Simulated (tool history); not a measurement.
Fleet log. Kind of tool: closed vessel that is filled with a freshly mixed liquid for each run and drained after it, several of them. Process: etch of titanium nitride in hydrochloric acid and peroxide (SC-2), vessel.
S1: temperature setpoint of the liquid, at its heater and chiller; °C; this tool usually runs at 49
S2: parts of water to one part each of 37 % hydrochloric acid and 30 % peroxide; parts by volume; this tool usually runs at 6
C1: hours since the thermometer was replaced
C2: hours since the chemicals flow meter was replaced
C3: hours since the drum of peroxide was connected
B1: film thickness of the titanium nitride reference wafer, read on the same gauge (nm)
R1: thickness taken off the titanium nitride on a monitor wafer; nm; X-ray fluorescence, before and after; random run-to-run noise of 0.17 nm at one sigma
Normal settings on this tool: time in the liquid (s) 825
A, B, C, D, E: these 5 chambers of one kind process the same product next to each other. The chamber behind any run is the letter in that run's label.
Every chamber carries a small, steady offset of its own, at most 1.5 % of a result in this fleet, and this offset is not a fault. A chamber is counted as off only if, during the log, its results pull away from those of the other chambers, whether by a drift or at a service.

{"run": "1A", "hour": 9.4, "S1": 49, "S2": 6, "time in the liquid (s)": 825, "C1": 461.8, "C2": 1739, "C3": 12.4, "B1": 39.982, "R1": 30.911}
{"hour": 12.5, "done": "chamber D: chemicals flow meter replaced"}
{"run": "2E", "hour": 15.8, "S1": 49, "S2": 6, "time in the liquid (s)": 825, "C1": 435.7, "C2": 744.3, "C3": 32.3, "B1": 40.038, "R1": 30.933}
{"hour": 18.8, "done": "chamber C: chemicals flow meter replaced"}
{"run": "3B", "hour": 25.3, "S1": 49, "S2": 6, "time in the liquid (s)": 825, "C1": 1411.7, "C2": 605.8, "C3": 420.2, "B1": 39.959, "R1": 31.4}
{"run": "4C", "hour": 33.8, "S1": 49, "S2": 6, "time in the liquid (s)": 825, "C1": 165.5, "C2": 15.1, "C3": 402.1, "B1": 39.989, "R1": 30.455}
{"hour": 33.9, "done": "chamber B: new drum of peroxide connected"}
{"run": "5D", "hour": 41.7, "S1": 49, "S2": 6, "time in the liquid (s)": 825, "C1": 403.1, "C2": 29.2, "C3": 213.5, "B1": 39.979, "R1": 31.148}
{"run": "6E", "hour": 51.2, "S1": 49, "S2": 6, "time in the liquid (s)": 825, "C1": 471.1, "C2": 779.7, "C3": 67.7, "B1": 39.993, "R1": 30.665}
{"run": "7C", "hour": 59.7, "S1": 49, "S2": 6, "time in the liquid (s)": 825, "C1": 191.4, "C2": 41, "C3": 428, "B1": 39.97, "R1": 30.853}
{"run": "8A", "hour": 66.8, "S1": 49, "S2": 6, "time in the liquid (s)": 825, "C1": 519.2, "C2": 1796.4, "C3": 69.8, "B1": 39.998, "R1": 31.189}
{"run": "9D", "hour": 73.5, "S1": 49, "S2": 6, "time in the liquid (s)": 825, "C1": 434.9, "C2": 61, "C3": 245.3, "B1": 39.953, "R1": 30.893}
{"run": "10B", "hour": 82.5, "S1": 49, "S2": 6, "time in the liquid (s)": 825, "C1": 1468.9, "C2": 663, "C3": 48.6, "B1": 39.979, "R1": 31.203}
{"run": "11C", "hour": 88.8, "S1": 49, "S2": 6, "time in the liquid (s)": 825, "C1": 220.5, "C2": 70.1, "C3": 457.1, "B1": 39.965, "R1": 30.697}
{"run": "12D", "hour": 94.7, "S1": 49, "S2": 6, "time in the liquid (s)": 825, "C1": 456.1, "C2": 82.2, "C3": 266.5, "B1": 40.021, "R1": 30.881}
{"run": "13A", "hour": 101.5, "S1": 49, "S2": 6, "time in the liquid (s)": 825, "C1": 553.9, "C2": 1831.1, "C3": 104.5, "B1": 39.974, "R1": 31.079}
{"run": "14E", "hour": 107.5, "S1": 49, "S2": 6, "time in the liquid (s)": 825, "C1": 527.4, "C2": 836, "C3": 124, "B1": 39.997, "R1": 30.38}
{"hour": 116.5, "done": "chamber D: new drum of peroxide connected"}
{"run": "15B", "hour": 116.9, "S1": 49, "S2": 9, "time in the liquid (s)": 825, "C1": 1503.3, "C2": 697.4, "C3": 83, "B1": 40.022, "R1": 22.602}
{"run": "16B", "hour": 126.1, "S1": 49, "S2": 9, "time in the liquid (s)": 825, "C1": 1512.5, "C2": 706.6, "C3": 92.2, "B1": 40.029, "R1": 22.542}
{"run": "17A", "hour": 133.4, "S1": 49, "S2": 9, "time in the liquid (s)": 825, "C1": 585.8, "C2": 1863, "C3": 136.4, "B1": 39.992, "R1": 22.742}
{"run": "18E", "hour": 142.8, "S1": 49, "S2": 9, "time in the liquid (s)": 825, "C1": 562.7, "C2": 871.3, "C3": 159.3, "B1": 40.025, "R1": 22.213}
{"run": "19C", "hour": 148.3, "S1": 49, "S2": 9, "time in the liquid (s)": 825, "C1": 280, "C2": 129.6, "C3": 516.6, "B1": 39.973, "R1": 22.456}
{"run": "20D", "hour": 154.9, "S1": 49, "S2": 6, "time in the liquid (s)": 825, "C1": 516.3, "C2": 142.4, "C3": 38.4, "B1": 39.981, "R1": 31.295}
{"run": "21C", "hour": 160.4, "S1": 49, "S2": 6, "time in the liquid (s)": 1110, "C1": 292.1, "C2": 141.7, "C3": 528.7, "B1": 40.013, "R1": 41.599}
{"run": "22D", "hour": 166.9, "S1": 49, "S2": 6, "time in the liquid (s)": 1110, "C1": 528.3, "C2": 154.4, "C3": 50.4, "B1": 40.012, "R1": 41.534}
{"run": "23E", "hour": 175.1, "S1": 49, "S2": 6, "time in the liquid (s)": 1110, "C1": 595, "C2": 903.6, "C3": 191.6, "B1": 39.989, "R1": 40.901}
{"run": "24B", "hour": 183.9, "S1": 49, "S2": 6, "time in the liquid (s)": 1110, "C1": 1570.3, "C2": 764.4, "C3": 150, "B1": 39.97, "R1": 40.61}
{"run": "25A", "hour": 190.9, "S1": 49, "S2": 6, "time in the liquid (s)": 1110, "C1": 643.3, "C2": 1920.5, "C3": 193.9, "B1": 40.002, "R1": 41.534}
{"run": "26B", "hour": 200.2, "S1": 49, "S2": 6, "time in the liquid (s)": 825, "C1": 1586.6, "C2": 780.7, "C3": 166.3, "B1": 40.005, "R1": 30.479}
{"run": "27E", "hour": 209.5, "S1": 49, "S2": 6, "time in the liquid (s)": 825, "C1": 629.4, "C2": 938, "C3": 226, "B1": 40.009, "R1": 30.665}
{"run": "28A", "hour": 214.2, "S1": 54, "S2": 6, "time in the liquid (s)": 970, "C1": 666.6, "C2": 1943.8, "C3": 217.2, "B1": 39.976, "R1": 50.628}
{"run": "29C", "hour": 220.4, "S1": 54, "S2": 6, "time in the liquid (s)": 970, "C1": 352.1, "C2": 201.7, "C3": 588.7, "B1": 39.974, "R1": 50.522}
{"run": "30D", "hour": 229.8, "S1": 54, "S2": 6, "time in the liquid (s)": 970, "C1": 591.2, "C2": 217.3, "C3": 113.3, "B1": 40.007, "R1": 51.133}
{"run": "31A", "hour": 238.2, "S1": 54, "S2": 6, "time in the liquid (s)": 970, "C1": 690.6, "C2": 1967.8, "C3": 241.2, "B1": 40.019, "R1": 49.877}
{"run": "32D", "hour": 245.3, "S1": 54, "S2": 6, "time in the liquid (s)": 970, "C1": 606.7, "C2": 232.8, "C3": 128.8, "B1": 39.983, "R1": 51.033}
{"run": "33C", "hour": 251.9, "S1": 49, "S2": 6, "time in the liquid (s)": 825, "C1": 383.6, "C2": 233.2, "C3": 620.2, "B1": 39.989, "R1": 30.821}
{"run": "34B", "hour": 256.7, "S1": 49, "S2": 6, "time in the liquid (s)": 825, "C1": 1643.1, "C2": 837.2, "C3": 222.8, "B1": 40.043, "R1": 30.02}
{"run": "35E", "hour": 262.1, "S1": 49, "S2": 6, "time in the liquid (s)": 825, "C1": 682, "C2": 990.6, "C3": 278.6, "B1": 40.004, "R1": 30.664}
{"run": "36A", "hour": 270.3, "S1": 42, "S2": 6, "time in the liquid (s)": 615, "C1": 722.7, "C2": 1999.9, "C3": 273.3, "B1": 39.955, "R1": 14.317}
{"run": "37B", "hour": 279.4, "S1": 42, "S2": 6, "time in the liquid (s)": 615, "C1": 1665.8, "C2": 859.9, "C3": 245.5, "B1": 40.029, "R1": 13.705}
{"run": "38C", "hour": 287.7, "S1": 42, "S2": 6, "time in the liquid (s)": 615, "C1": 419.4, "C2": 269, "C3": 656, "B1": 39.979, "R1": 14.087}
{"run": "39E", "hour": 294.7, "S1": 42, "S2": 6, "time in the liquid (s)": 615, "C1": 714.6, "C2": 1023.2, "C3": 311.2, "B1": 39.998, "R1": 14.165}
{"run": "40D", "hour": 304.2, "S1": 42, "S2": 6, "time in the liquid (s)": 615, "C1": 665.6, "C2": 291.7, "C3": 187.7, "B1": 40.037, "R1": 14.196}
{"run": "41B", "hour": 309.9, "S1": 49, "S2": 6, "time in the liquid (s)": 825, "C1": 1696.3, "C2": 890.4, "C3": 276, "B1": 39.969, "R1": 29.445}
{"run": "42D", "hour": 315.5, "S1": 49, "S2": 6, "time in the liquid (s)": 825, "C1": 676.9, "C2": 303, "C3": 199, "B1": 39.991, "R1": 31.029}
{"run": "43A", "hour": 320.0, "S1": 49, "S2": 6, "time in the liquid (s)": 825, "C1": 772.4, "C2": 2049.6, "C3": 323, "B1": 40.018, "R1": 30.799}
{"run": "44C", "hour": 325.2, "S1": 49, "S2": 6, "time in the liquid (s)": 825, "C1": 456.9, "C2": 306.5, "C3": 693.5, "B1": 40.047, "R1": 30.474}

Read the log: is a single chamber off, either drifting away or since a service, is the gauge that measures every chamber drifting, or is nothing wrong beyond small per-chamber offsets? Name any odd chamber and what most likely caused it.

Chamber B drifts away from the others.
Most likely cause: chemicals flow below the setpoint (%) = 9.2.
From this log alone, it may not be told apart from: liquid colder than its thermometer reads (K); peroxide weaker than its label (%).

Here are 4 candidates for chamber B's next run, each the usual settings with a change, their results left as question marks. Which one brings its results back in line with what the others give on the usual settings?
In line means no further than this from the other chambers' mean on the usual settings: R1 0.59 nm
{"run": "45B-1", "hour": 332.1, "S1": 49, "S2": 6, "time in the liquid (s)": 780, "R1": "?"}
{"run": "45B-2", "hour": 332.1, "S1": 49, "S2": 6, "time in the liquid (s)": 840, "R1": "?"}
{"run": "45B-3", "hour": 332.1, "S1": 49.5, "S2": 6, "time in the liquid (s)": 840, "R1": "?"}
{"run": "45B-4", "hour": 332.1, "S1": 49, "S2": 6, "time in the liquid (s)": 810, "R1": "?"}

On the usual settings, the other chambers give on average: R1 30.778 nm
run=45B-1 R1=27.437
run=45B-2 R1=29.548
run=45B-3 R1=30.554
run=45B-4 R1=28.492
The right change is 45B-3: it brings the chamber back within the allowed miss of the others.
